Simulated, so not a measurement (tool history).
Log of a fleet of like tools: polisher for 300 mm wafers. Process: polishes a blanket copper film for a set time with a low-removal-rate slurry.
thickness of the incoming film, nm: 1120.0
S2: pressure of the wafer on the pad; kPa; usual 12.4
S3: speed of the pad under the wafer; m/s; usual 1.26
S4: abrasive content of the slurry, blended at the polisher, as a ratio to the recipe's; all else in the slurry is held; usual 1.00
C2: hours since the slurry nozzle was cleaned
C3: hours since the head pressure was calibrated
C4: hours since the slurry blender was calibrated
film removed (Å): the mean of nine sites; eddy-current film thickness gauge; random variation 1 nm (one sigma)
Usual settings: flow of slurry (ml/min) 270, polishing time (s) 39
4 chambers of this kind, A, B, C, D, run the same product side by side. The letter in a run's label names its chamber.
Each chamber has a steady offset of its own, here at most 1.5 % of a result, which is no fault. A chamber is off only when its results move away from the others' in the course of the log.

Run 1A, hour 4.8: usual settings; wafers polished on this pad 290; C2 109.3; C3 222.5; C4 151.2. Result: film removed (Å) 931.05.
Run 2C, hour 11.1: usual settings; wafers polished on this pad 979; C2 166.8; C3 677.5; C4 153.9. Result: film removed (Å) 907.19.
At hour 11.9: chamber C: head pressure recalibrated.
Run 3D, hour 19.2: usual settings; wafers polished on this pad 1454; C2 661.8; C3 969.5; C4 78.0. Result: film removed (Å) 906.61.
At hour 22.7: chamber D: worn pad replaced by a new one.
Run 4B, hour 24.8: usual settings; wafers polished on this pad 371; C2 195.2; C3 1121.4; C4 184.2. Result: film removed (Å) 902.79.
Run 5C, hour 31.1: usual settings; wafers polished on this pad 1174; C2 186.8; C3 19.3; C4 173.9. Result: film removed (Å) 922.15.
At hour 36.1: chamber C: worn pad replaced by a new one.
Run 6D, hour 36.5: usual settings; wafers polished on this pad 135; C2 679.1; C3 986.8; C4 95.3. Result: film removed (Å) 919.90.
Run 7A, hour 41.0: usual settings; wafers polished on this pad 643; C2 145.5; C3 258.7; C4 187.4. Result: film removed (Å) 910.68.
At hour 43.9: chamber D: slurry blender recalibrated.
Run 8B, hour 45.1: usual settings but flow of slurry (ml/min) 305; wafers polished on this pad 569; C2 215.5; C3 1141.7; C4 204.5. Result: film removed (Å) 905.68.
At hour 51.1: chamber D: slurry nozzle cleaned.
Run 9A, hour 51.6: usual settings but flow of slurry (ml/min) 305; wafers polished on this pad 747; C2 156.1; C3 269.3; C4 198.0. Result: film removed (Å) 907.04.
Run 10B, hour 57.3: usual settings but flow of slurry (ml/min) 305; wafers polished on this pad 688; C2 227.7; C3 1153.9; C4 216.7. Result: film removed (Å) 934.92.
At hour 57.4: chamber B: head pressure recalibrated.
At hour 58.2: chamber B: slurry nozzle cleaned.
Run 11C, hour 65.4: usual settings but flow of slurry (ml/min) 305; wafers polished on this pad 286; C2 221.1; C3 53.6; C4 208.2. Result: film removed (Å) 911.47.
Run 12D, hour 73.3: usual settings but flow of slurry (ml/min) 355; wafers polished on this pad 494; C2 22.2; C3 1023.6; C4 29.5. Result: film removed (Å) 944.36.
Run 13B, hour 81.8: usual settings but flow of slurry (ml/min) 355; wafers polished on this pad 927; C2 23.7; C3 24.4; C4 241.2. Result: film removed (Å) 934.07.
Run 14D, hour 88.3: usual settings but flow of slurry (ml/min) 355; wafers polished on this pad 640; C2 37.2; C3 1038.6; C4 44.5. Result: film removed (Å) 938.25.
Run 15A, hour 95.1: usual settings but flow of slurry (ml/min) 355; wafers polished on this pad 1171; C2 199.6; C3 312.8; C4 241.5. Result: film removed (Å) 942.04.
At hour 96.1: chamber B: worn pad replaced by a new one.
Run 16C, hour 102.3: usual settings but S2 15.9 kPa, polishing time (s) 30; wafers polished on this pad 646; C2 258.0; C3 90.5; C4 245.1. Result: film removed (Å) 905.95.
At hour 104.5: chamber D: head pressure recalibrated.
Run 17A, hour 107.3: usual settings but S2 15.9 kPa, polishing time (s) 30; wafers polished on this pad 1290; C2 211.8; C3 325.0; C4 253.7. Result: film removed (Å) 900.32.
At hour 107.5: chamber A: worn pad replaced by a new one.
Run 18D, hour 112.4: usual settings but S2 15.9 kPa, polishing time (s) 30; wafers polished on this pad 876; C2 61.3; C3 8.0; C4 68.6. Result: film removed (Å) 806.69.
Run 19B, hour 119.7: usual settings but S2 15.9 kPa, polishing time (s) 30; wafers polished on this pad 230; C2 61.6; C3 62.3; C4 279.1. Result: film removed (Å) 892.35.
At hour 119.9: chamber A: slurry blender recalibrated.
Run 20C, hour 124.5: usual settings; wafers polished on this pad 863; C2 280.2; C3 112.7; C4 267.3. Result: film removed (Å) 916.91.
Run 21A, hour 131.8: usual settings; wafers polished on this pad 237; C2 236.3; C3 349.5; C4 12.0. Result: film removed (Å) 916.08.
Run 22D, hour 138.9: usual settings; wafers polished on this pad 1134; C2 87.8; C3 34.5; C4 95.1. Result: film removed (Å) 811.59.
At hour 140.7: chamber C: worn pad replaced by a new one.
At hour 143.2: chamber C: slurry nozzle cleaned.
Run 23B, hour 143.2: usual settings; wafers polished on this pad 460; C2 85.1; C3 85.8; C4 302.6. Result: film removed (Å) 909.94.
Run 24C, hour 148.6: usual settings but flow of slurry (ml/min) 200, S4 0.75; wafers polished on this pad 78; C2 5.4; C3 136.8; C4 291.4. Result: film removed (Å) 824.24.
At hour 149.1: chamber D: slurry blender recalibrated.
Run 25A, hour 155.2: usual settings but flow of slurry (ml/min) 200, S4 0.75; wafers polished on this pad 466; C2 259.7; C3 372.9; C4 35.4. Result: film removed (Å) 824.77.
Run 26C, hour 159.2: usual settings but flow of slurry (ml/min) 200, S4 0.75; wafers polished on this pad 181; C2 16.0; C3 147.4; C4 302.0. Result: film removed (Å) 810.31.
At hour 162.4: chamber C: slurry blender recalibrated.
At hour 166.7: chamber A: head pressure recalibrated.
Run 27B, hour 167.4: usual settings but flow of slurry (ml/min) 200, S4 0.75; wafers polished on this pad 696; C2 109.3; C3 110.0; C4 326.8. Result: film removed (Å) 825.46.
Run 28D, hour 171.1: usual settings; wafers polished on this pad 1448; C2 120.0; C3 66.7; C4 22.0. Result: film removed (Å) 840.62.
Run 29D, hour 179.1: usual settings; wafers polished on this pad 1526; C2 128.0; C3 74.7; C4 30.0. Result: film removed (Å) 834.50.
Run 30B, hour 186.1: usual settings; wafers polished on this pad 878; C2 128.0; C3 128.7; C4 345.5. Result: film removed (Å) 901.02.
At hour 188.0: chamber D: worn pad replaced by a new one.
Run 31C, hour 193.3: usual settings; wafers polished on this pad 514; C2 50.1; C3 181.5; C4 31.0. Result: film removed (Å) 928.00.
Run 32A, hour 200.4: usual settings; wafers polished on this pad 907; C2 304.9; C3 33.8; C4 80.6. Result: film removed (Å) 929.30.
Run 33C, hour 204.3: usual settings; wafers polished on this pad 621; C2 61.1; C3 192.5; C4 42.0. Result: film removed (Å) 935.14.
Run 34A, hour 208.8: usual settings; wafers polished on this pad 989; C2 313.3; C3 42.2; C4 89.0. Result: film removed (Å) 901.51.
At hour 212.3: chamber B: worn pad replaced by a new one.
Run 35D, hour 212.6: usual settings; wafers polished on this pad 240; C2 161.5; C3 108.2; C4 63.5. Result: film removed (Å) 821.58.
Run 36B, hour 220.7: usual settings but S3 1.58 m/s; wafers polished on this pad 82; C2 162.6; C3 163.3; C4 380.1. Result: film removed (Å) 1124.60.
Run 37B, hour 227.7: usual settings but S3 1.58 m/s; wafers polished on this pad 150; C2 169.6; C3 170.3; C4 387.1. Result: film removed (Å) 1126.10.
Run 38D, hour 233.1: usual settings but S3 1.58 m/s; wafers polished on this pad 441; C2 182.0; C3 128.7; C4 84.0. Result: film removed (Å) 1023.40.
Run 39A, hour 237.4: usual settings but S3 1.58 m/s; wafers polished on this pad 1268; C2 341.9; C3 70.8; C4 117.6. Result: film removed (Å) 1143.10.
At hour 242.3: chamber D: slurry blender recalibrated.
Run 40C, hour 245.6: usual settings; wafers polished on this pad 1024; C2 102.4; C3 233.8; C4 83.3. Result: film removed (Å) 903.79.
Run 41D, hour 250.9: usual settings; wafers polished on this pad 614; C2 199.8; C3 146.5; C4 8.7. Result: film removed (Å) 830.77.
Run 42B, hour 259.1: usual settings but S2 15.9 kPa; wafers polished on this pad 457; C2 201.0; C3 201.7; C4 418.5. Result: film removed (Å) 1145.40.
At hour 262.4: chamber C: worn pad replaced by a new one.
Run 43C, hour 265.4: usual settings but S2 15.9 kPa; wafers polished on this pad 29; C2 122.2; C3 253.6; C4 103.1. Result: film removed (Å) 1168.00.

All 4 chambers run these settings next. Forecast each chamber's results:
Run 44A, hour 271.5: usual settings. Result: film removed (Å) ?.
Run 44B, hour 271.5: usual settings. Result: film removed (Å) ?.
Run 44C, hour 271.5: usual settings. Result: film removed (Å) ?.
Run 44D, hour 271.5: usual settings. Result: film removed (Å) ?.

run  film removed (Å)
44A            939.52
44B            890.34
44C            928.00
44D            837.89
